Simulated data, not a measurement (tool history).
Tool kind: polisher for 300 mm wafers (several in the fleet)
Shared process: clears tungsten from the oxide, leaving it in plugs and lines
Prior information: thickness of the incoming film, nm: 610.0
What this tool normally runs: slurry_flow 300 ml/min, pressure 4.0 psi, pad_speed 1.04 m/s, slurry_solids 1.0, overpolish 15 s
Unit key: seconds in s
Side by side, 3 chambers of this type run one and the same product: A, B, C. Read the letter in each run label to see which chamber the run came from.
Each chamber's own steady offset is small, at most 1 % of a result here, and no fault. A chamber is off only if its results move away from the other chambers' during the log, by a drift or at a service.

run,hour,slurry_flow,pressure,pad_speed,slurry_solids,overpolish,seconds
# hour 6.7: chamber B: slurry tank refilled with fresh slurry and peroxide
1A,9.7,300,4.0,1.04,1.0,15,104.180
# hour 11.3: chamber B: worn pad replaced by a new one
2B,19.7,300,4.0,1.04,1.0,15,103.180
3C,35.6,300,4.0,1.04,1.0,15,104.500
# hour 45.4: chamber A: worn pad replaced by a new one
# hour 47.1: chamber B: slurry blender recalibrated
# hour 47.4: chamber C: slurry blender recalibrated
4C,51.6,300,4.0,1.04,1.0,15,106.150
# hour 53.6: chamber A: slurry tank refilled with fresh slurry and peroxide
# hour 60.1: chamber C: slurry tank refilled with fresh slurry and peroxide
5A,66.0,300,4.0,1.04,1.0,15,101.920
6B,75.0,230,4.0,1.04,0.8,15,110.300
7A,83.1,230,4.0,1.04,0.8,15,113.240
8C,90.7,230,4.0,1.04,0.8,15,109.160
# hour 91.6: chamber B: slurry nozzle cleaned
9B,100.1,300,4.0,1.04,1.0,15,103.390
# hour 103.4: chamber B: slurry tank refilled with fresh slurry and peroxide
10C,107.5,300,4.0,1.04,1.0,15,101.750
11A,117.5,300,4.0,1.04,1.0,15,105.750
# hour 118.3: chamber A: slurry tank refilled with fresh slurry and peroxide
12B,130.4,300,4.0,1.04,1.0,15,102.660
13A,146.0,300,4.0,0.82,1.0,15,135.250
# hour 151.3: chamber C: worn pad replaced by a new one
# hour 154.1: chamber C: slurry blender recalibrated
14C,162.2,300,4.0,0.82,1.0,15,132.200
# hour 166.0: chamber A: worn pad replaced by a new one
15B,170.1,300,4.0,0.82,1.0,15,133.590
# hour 171.9: chamber C: slurry nozzle cleaned
16A,177.9,300,4.0,1.04,1.0,15,101.610
# hour 178.9: chamber A: slurry blender recalibrated
17B,185.2,300,4.0,1.04,1.0,15,102.550
# hour 185.3: chamber A: slurry tank refilled with fresh slurry and peroxide
18C,193.9,300,4.0,1.04,1.0,15,102.920
19A,202.0,300,4.0,1.04,1.0,15,104.650
20B,211.9,300,4.0,1.04,1.0,15,100.740
# hour 212.2: chamber B: slurry tank refilled with fresh slurry and peroxide
# hour 214.2: chamber B: head pressure recalibrated
21C,221.5,300,4.0,1.04,1.0,15,104.830
# hour 222.7: chamber B: slurry blender recalibrated
# hour 223.5: chamber B: worn pad replaced by a new one
# hour 231.2: chamber A: slurry nozzle cleaned
22A,234.4,300,4.0,1.04,1.0,15,104.080
23C,241.5,300,4.0,1.04,1.0,15,102.060
# hour 249.2: chamber C: slurry tank refilled with fresh slurry and peroxide
# hour 250.2: chamber A: slurry tank refilled with fresh slurry and peroxide
24B,257.6,300,4.0,1.04,1.0,15,92.000
25C,266.3,300,4.4,1.04,1.0,15,94.740
26A,278.3,300,4.4,1.04,1.0,15,93.842
# hour 283.3: chamber C: slurry blender recalibrated
27B,291.6,300,4.4,1.04,1.0,15,84.306
# hour 303.1: chamber B: slurry tank refilled with fresh slurry and peroxide
28B,304.0,300,4.0,1.04,1.0,15,91.065
# hour 306.3: chamber A: worn pad replaced by a new one
# hour 310.8: chamber C: worn pad replaced by a new one
29C,315.0,300,4.0,1.04,1.0,15,102.380
# hour 317.5: chamber A: slurry tank refilled with fresh slurry and peroxide
30A,329.0,300,4.0,1.24,1.0,15,86.685
31C,340.1,300,4.0,1.24,1.0,15,85.423

Is one chamber off against the others, does the gauge drift, or is nothing wrong? If a chamber is off, say which, and what the likeliest cause is.

A service left chamber B off against the others.
Likeliest cause: head's pressure above its setpoint, % = 10.9.

Below are 4 candidate recipes for chamber B's next run, each the usual settings with a change, their results shown as question marks. Which of them brings B's results back in line with what the other chambers give on the usual settings?
Counts as in line when no further than this from what the other chambers average on the usual settings: seconds 5.100 s
32B-1,351.9,295,4.0,0.94,1.0,15,?
32B-2,351.9,305,4.5,1.16,1.0,15,?
32B-3,351.9,300,4.0,1.16,1.0,15,?
32B-4,351.9,295,3.6,0.94,1.0,15,?

Average result of the remaining chambers running the usual settings: seconds 103.300 s
run,seconds
32B-1,102.910
32B-2,73.858
32B-3,83.352
32B-4,114.540
Change 32B-1 lands the chamber within the allowed miss of the other chambers.

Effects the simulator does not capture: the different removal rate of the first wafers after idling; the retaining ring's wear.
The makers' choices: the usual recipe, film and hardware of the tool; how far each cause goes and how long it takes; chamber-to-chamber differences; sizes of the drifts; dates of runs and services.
